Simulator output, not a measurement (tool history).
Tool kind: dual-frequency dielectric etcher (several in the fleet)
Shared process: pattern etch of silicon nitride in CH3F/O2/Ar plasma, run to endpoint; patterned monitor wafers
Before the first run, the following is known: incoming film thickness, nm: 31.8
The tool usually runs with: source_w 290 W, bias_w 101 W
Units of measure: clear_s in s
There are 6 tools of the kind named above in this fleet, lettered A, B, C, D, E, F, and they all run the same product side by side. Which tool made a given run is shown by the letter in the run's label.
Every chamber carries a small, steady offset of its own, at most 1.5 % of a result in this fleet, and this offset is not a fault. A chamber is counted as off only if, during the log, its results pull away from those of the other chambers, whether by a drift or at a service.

run	hour	source_w	bias_w	clear_s
1D	8.3	290	101	45.773
2C	22.6	290	101	45.782
3A	31.8	290	101	46.669
4E	40.1	290	101	45.148
5F	53.2	290	101	46.141
6B	63.7	320	101	44.260
7C	70.8	320	101	44.248
8A	80.4	320	101	44.597
9D	93.8	320	101	44.094
10E	105.0	320	101	43.316
11B	116.9	320	101	44.266
12F	125.6	290	101	45.891
13B	139.5	290	101	46.406
14A	150.5	360	101	43.008
# hour 156.4: chamber B: wet clean of the chamber
15C	158.7	360	101	42.327
16F	169.0	360	101	42.751
# hour 173.0: chamber E: wet clean of the chamber
17E	177.5	360	101	41.678
18D	189.8	360	101	41.795
19C	197.5	360	101	42.197
20D	209.4	290	101	45.625
21F	216.7	290	101	46.100
22B	227.0	290	101	47.706
23A	234.4	290	101	46.491
# hour 235.3: chamber D: wet clean of the chamber
24E	241.9	290	101	45.318
25B	251.4	290	101	47.371
26E	260.7	290	101	45.230
27C	271.5	290	101	45.555
# hour 274.1: chamber A: wet clean of the chamber
28F	284.2	340	101	43.270
# hour 286.5: chamber F: wet clean of the chamber
29D	296.9	340	101	42.880
30A	304.8	340	101	43.947
31F	317.8	340	101	43.699
32A	327.6	340	101	43.515
33B	336.7	340	101	44.969
34D	344.4	290	101	45.717
35E	351.9	290	119	42.584
36C	361.5	290	119	42.448
37C	375.5	290	119	42.674
38F	383.7	290	119	43.383
39E	395.8	290	119	42.708
40B	402.8	290	119	44.822

All chambers now run identical settings, listed one chamber a line with results as question marks. What results will each chamber show?
41A	413.0	290	81	?
41B	413.0	290	81	?
41C	413.0	290	81	?
41D	413.0	290	81	?
41E	413.0	290	81	?
41F	413.0	290	81	?

run	clear_s
41A	49.887
41B	51.647
41C	49.480
41D	49.336
41E	48.817
41F	50.215
